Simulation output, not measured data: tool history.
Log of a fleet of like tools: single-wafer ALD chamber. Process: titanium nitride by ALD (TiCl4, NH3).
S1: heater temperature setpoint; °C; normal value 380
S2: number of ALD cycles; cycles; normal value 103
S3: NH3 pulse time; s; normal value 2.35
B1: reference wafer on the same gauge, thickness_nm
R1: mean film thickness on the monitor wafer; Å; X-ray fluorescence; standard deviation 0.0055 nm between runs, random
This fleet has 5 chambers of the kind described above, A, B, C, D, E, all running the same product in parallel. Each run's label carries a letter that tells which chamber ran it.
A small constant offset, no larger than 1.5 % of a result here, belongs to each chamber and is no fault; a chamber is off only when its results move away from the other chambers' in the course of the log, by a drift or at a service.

run	hour	S1	S2	S3	B1	R1
1B	3.7	380	103	2.35	2.3691	22.498
2C	7.6	380	103	2.35	2.369	22.415
3E	11.8	380	103	2.35	2.3704	22.16
4A	14.3	380	103	2.35	2.3685	22.365
5D	17.8	380	103	2.35	2.3696	22.532
6A	20.6	380	103	2.35	2.3704	22.319
7E	23.3	380	103	2.35	2.3693	22.184
8B	25.9	380	103	2.35	2.3705	22.546
9D	29.6	380	103	2.35	2.371	22.508
10C	32.9	380	103	2.35	2.3709	22.4
11B	35.3	380	103	2.35	2.3677	22.596
12C	38.6	389	103	2.8	2.3698	22.73
13E	41.6	389	103	2.8	2.3708	22.512
14D	44.1	389	103	2.8	2.3702	22.91
15A	46.9	389	103	2.8	2.371	22.643
16E	49.9	389	103	2.8	2.3697	22.569
17D	52.8	380	103	2.35	2.3709	22.537
18B	55.2	380	103	2.35	2.3692	22.599
19A	59.7	380	103	2.35	2.37	22.283
20C	62.2	380	103	2.35	2.3704	22.417
21B	64.8	380	103	2.35	2.3706	22.524
22E	67.6	380	103	2.35	2.3698	22.147
23C	72.1	380	103	2.35	2.3705	22.429
24D	75.2	380	103	2.35	2.3702	22.515
25A	78.6	380	103	2.35	2.3698	22.301
26D	82.3	380	103	2.35	2.3699	22.542
27B	85.2	380	113	2.67	2.3696	24.926
28E	88.9	380	113	2.67	2.3708	24.491
29C	93	380	113	2.67	2.3697	24.794
30A	96.1	380	113	2.67	2.3693	24.714
31E	99.5	380	113	2.67	2.3703	24.41
32D	101.9	380	103	2.35	2.3703	22.544

What goes on in this fleet: one chamber off, a drifting gauge, or nothing beyond the chambers' own small offsets? Name the chamber and the cause, if any.

The fleet is healthy, with each chamber sitting at its usual small offset and no drift in the gauge.

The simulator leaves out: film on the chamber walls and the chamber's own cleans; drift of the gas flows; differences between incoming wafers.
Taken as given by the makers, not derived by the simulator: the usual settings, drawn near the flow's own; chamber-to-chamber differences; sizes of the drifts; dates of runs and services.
